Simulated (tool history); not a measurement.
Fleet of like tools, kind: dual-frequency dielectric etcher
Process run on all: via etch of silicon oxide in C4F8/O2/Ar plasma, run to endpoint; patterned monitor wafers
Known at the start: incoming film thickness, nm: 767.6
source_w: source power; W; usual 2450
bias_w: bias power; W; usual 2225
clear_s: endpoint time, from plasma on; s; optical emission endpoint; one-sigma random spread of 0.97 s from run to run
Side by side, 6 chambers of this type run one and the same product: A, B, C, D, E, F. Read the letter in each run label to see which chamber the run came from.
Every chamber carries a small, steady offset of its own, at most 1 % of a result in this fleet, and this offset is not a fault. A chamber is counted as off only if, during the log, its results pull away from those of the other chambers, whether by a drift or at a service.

run,hour,source_w,bias_w,hours since the last wet clean,hours since the last source power generator calibration,hours since the last bias power generator calibration,clear_s
1B,9.9,2450,2225,92.1,2768.6,1602.4,136.31
2E,16.9,2450,2225,49.5,2095.7,1188.1,134.08
3A,29.7,2450,2225,366.3,1872.4,4291.9,136.56
4D,43.9,2450,2225,144.6,1867.2,2426.2,135.18
5F,51.3,2450,2225,460.9,1718.4,2368.7,135.13
6C,60.7,1930,2036,455.6,3226.2,2346.9,151.44
# hour 65.7: chamber F: wet clean of the chamber
7A,72.6,1930,2036,409.2,1915.3,4334.8,152.79
# hour 74.1: chamber A: bias power generator calibrated
8F,83.0,1930,2036,17.4,1750.1,2400.4,153.51
9E,92.5,1930,2036,125.1,2171.3,1263.7,150.88
10C,104.9,1930,2036,499.8,3270.4,2391.1,153.14
11B,117.6,1930,2036,199.8,2876.3,1710.1,153.15
12D,129.2,2450,2225,229.9,1952.5,2511.5,135.06
13E,140.5,2450,2225,173.1,2219.3,1311.7,134.64
14D,148.1,2450,2225,248.8,1971.4,2530.4,134.91
15B,156.4,2070,2225,238.6,2915.1,1748.9,144.14
# hour 157.7: chamber F: source power generator calibrated
16C,165.0,2070,2225,559.9,3330.5,2451.2,144.61
17F,174.3,2070,2225,108.7,16.6,2491.7,146.06
18A,181.1,2070,2225,517.7,2023.8,107.0,143.37
19C,189.4,2070,2225,584.3,3354.9,2475.6,143.44
20E,201.9,2070,2225,234.5,2280.7,1373.1,144.54
21B,216.0,2450,2225,298.2,2974.7,1808.5,137.59
# hour 220.4: chamber E: source power generator calibrated
22F,229.2,2190,1923,163.6,71.5,2546.6,147.14
# hour 236.9: chamber A: wet clean of the chamber
# hour 241.0: chamber C: wet clean of the chamber
23A,242.6,2190,1923,5.8,2085.3,168.5,149.21
24D,254.9,2190,1923,355.6,2078.2,2637.2,146.36
25B,262.8,2190,1923,345.0,3021.5,1855.3,150.87
26C,270.2,2190,1923,29.3,3435.7,2556.4,146.24
27D,277.2,2190,1923,377.9,2100.5,2659.5,148.84
28E,292.0,2450,2225,324.6,71.6,1463.2,134.10
29F,306.0,2450,2225,240.4,148.3,2623.4,134.60
30A,316.4,2450,2225,79.6,2159.1,242.3,134.14
31E,323.7,2450,2225,356.3,103.3,1494.9,133.62
32F,336.0,2450,2225,270.4,178.3,2653.4,136.05
33D,344.0,2450,2225,444.7,2167.3,2726.3,135.57
34C,352.6,2450,2225,111.7,3518.1,2638.8,133.51
35B,360.3,2450,2225,442.5,3119.0,1952.8,140.25
# hour 362.6: chamber D: wet clean of the chamber
36A,370.5,2450,2225,133.7,2213.2,296.4,135.46
37D,381.6,2450,2225,19.1,2204.9,2763.9,135.27
38C,391.3,2450,2225,150.4,3556.8,2677.5,137.07
39B,405.7,2450,2225,487.9,3164.4,1998.2,140.67
40F,414.5,2450,2225,348.9,256.8,2731.9,135.75

All 6 chambers run these settings next. Forecast each chamber's results:
41A,425.0,2170,2225,,,,?
41B,425.0,2170,2225,,,,?
41C,425.0,2170,2225,,,,?
41D,425.0,2170,2225,,,,?
41E,425.0,2170,2225,,,,?
41F,425.0,2170,2225,,,,?

run,clear_s
41A,142.78
41B,149.33
41C,141.95
41D,141.12
41E,141.42
41F,142.50
